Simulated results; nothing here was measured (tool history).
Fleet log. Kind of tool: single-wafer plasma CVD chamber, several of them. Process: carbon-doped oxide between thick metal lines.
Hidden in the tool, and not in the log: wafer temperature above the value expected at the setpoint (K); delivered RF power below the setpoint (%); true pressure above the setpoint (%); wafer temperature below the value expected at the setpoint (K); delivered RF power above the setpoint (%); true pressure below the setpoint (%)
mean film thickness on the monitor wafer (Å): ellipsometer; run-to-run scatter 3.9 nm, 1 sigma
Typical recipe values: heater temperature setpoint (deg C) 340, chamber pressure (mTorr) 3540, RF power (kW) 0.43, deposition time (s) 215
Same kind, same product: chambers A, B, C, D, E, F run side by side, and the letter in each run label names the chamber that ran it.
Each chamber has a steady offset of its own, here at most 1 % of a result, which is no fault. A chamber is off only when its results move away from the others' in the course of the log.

run	hour	heater temperature setpoint (deg C)	chamber pressure (mTorr)	RF power (kW)	deposition time (s)	hours since the last thermocouple change	hours since the last RF generator calibration	hours since the last manometer calibration	read-back reference wafer on the same gauge, thickness_nm	mean film thickness on the monitor wafer (Å)
1F	12.3	340	3540	0.43	215	930.6	382	224.7	877.61	9525.2
2A	24	340	3540	0.43	215	916.3	254.3	2053.2	877.39	9630.4
3B	34.8	340	3540	0.43	215	1337.2	434.6	1614.1	878.9	9609
# hour 46.3: chamber B: capacitance manometer re-zeroed and calibrated
4C	47.7	340	3540	0.43	215	2555.3	432.2	470.5	877.87	9595.6
5E	56.6	350	3540	0.43	215	257.8	682.7	1948.4	877.34	9298
# hour 57.1: chamber A: capacitance manometer re-zeroed and calibrated
# hour 65.4: chamber D: capacitance manometer re-zeroed and calibrated
6D	66.5	350	3540	0.43	215	831.7	786.5	1.1	878.44	9400.2
7E	77.7	350	3540	0.43	215	278.9	703.8	1969.5	877.93	9187
8F	86.1	350	3540	0.43	215	1004.4	455.8	298.5	877.57	9264.1
9A	93.3	350	3540	0.43	215	985.6	323.6	36.3	878.29	9417.7
10B	104.3	350	3540	0.43	215	1406.7	504.1	58.1	878.95	9477.7
11C	113.9	340	3540	0.43	215	2621.5	498.4	536.7	878.14	9520.9
# hour 117.4: chamber C: thermocouple changed; heater temperature recalibrated
12D	125.5	340	3540	0.43	215	890.7	845.5	60.1	877.76	9670.2
13D	134.7	340	2730	0.43	215	899.9	854.7	69.3	877.78	9387.9
14A	148	340	2730	0.43	215	1040.3	378.3	91	876.69	9286.6
15F	162.7	340	2730	0.43	215	1081	532.4	375.1	878.06	9227.9
# hour 172.3: chamber E: RF generator calibrated
16C	174.4	340	2730	0.43	215	57.1	558.9	597.2	877.16	9331.1
17E	184.4	340	2730	0.43	215	385.6	12.2	2076.2	878.39	9229
18B	192.8	340	2730	0.43	215	1495.2	592.6	146.6	877.5	9351.7
19E	204.5	340	3540	0.43	215	405.7	32.3	2096.3	877.39	9479
20B	219.2	340	3540	0.43	215	1521.6	619	173	878.72	9645.1
21F	231.4	340	3540	0.43	215	1149.7	601.1	443.8	878.6	9450.6
22D	243.1	340	3540	0.43	215	1008.3	963.1	177.7	876.98	9599.6
23C	253.6	340	3540	0.43	215	136.3	638.1	676.4	878.04	9476.2
24A	262	340	3540	0.43	215	1154.3	492.3	205	877.99	9689.4
25B	269.9	340	4110	0.43	215	1572.3	669.7	223.7	877.44	9829.9
26D	282.9	340	4110	0.43	215	1048.1	1002.9	217.5	878.59	9701.3
27A	292.6	340	4110	0.43	215	1184.9	522.9	235.6	877.74	9829.3
28C	304.6	340	4110	0.43	215	187.3	689.1	727.4	877.99	9745.7
29F	317.5	340	4110	0.43	215	1235.8	687.2	529.9	878.08	9706
30E	332.2	340	4110	0.43	215	533.4	160	2224	877.52	9710.9
31E	343.7	340	3540	0.43	215	544.9	171.5	2235.5	878.71	9534.8
32D	350.3	340	3540	0.43	215	1115.5	1070.3	284.9	877.82	9580.3
33F	358.1	340	3540	0.43	215	1276.4	727.8	570.5	878.31	9523.1
34B	369.2	340	3540	0.49	215	1671.6	769	323	878.53	10537
35C	376.4	340	3540	0.49	215	259.1	760.9	799.2	877.56	10425
36A	386.8	340	3540	0.49	215	1279.1	617.1	329.8	878.17	10536
37D	397	340	3540	0.49	215	1162.2	1117	331.6	878.76	10449
38C	408.5	340	3540	0.49	215	291.2	793	831.3	879.43	10388
39A	415.8	340	3540	0.49	215	1308.1	646.1	358.8	877.44	10529
40F	425.5	340	3540	0.5	250	1343.8	795.2	637.9	878.03	12208
41E	435.6	340	3540	0.5	250	636.8	263.4	2327.4	878.03	12244
42B	443.9	340	3540	0.5	250	1746.3	843.7	397.7	877.4	12444

For the next run the whole fleet of 6 chambers uses the same settings. Give each chamber's results:
43A	454.7	340	3540	0.375	215					?
43B	454.7	340	3540	0.375	215					?
43C	454.7	340	3540	0.375	215					?
43D	454.7	340	3540	0.375	215					?
43E	454.7	340	3540	0.375	215					?
43F	454.7	340	3540	0.375	215					?

run	mean film thickness on the monitor wafer (Å)
43A	8733.7
43B	8733.4
43C	8623.9
43D	8761.8
43E	8624.1
43F	8596.5

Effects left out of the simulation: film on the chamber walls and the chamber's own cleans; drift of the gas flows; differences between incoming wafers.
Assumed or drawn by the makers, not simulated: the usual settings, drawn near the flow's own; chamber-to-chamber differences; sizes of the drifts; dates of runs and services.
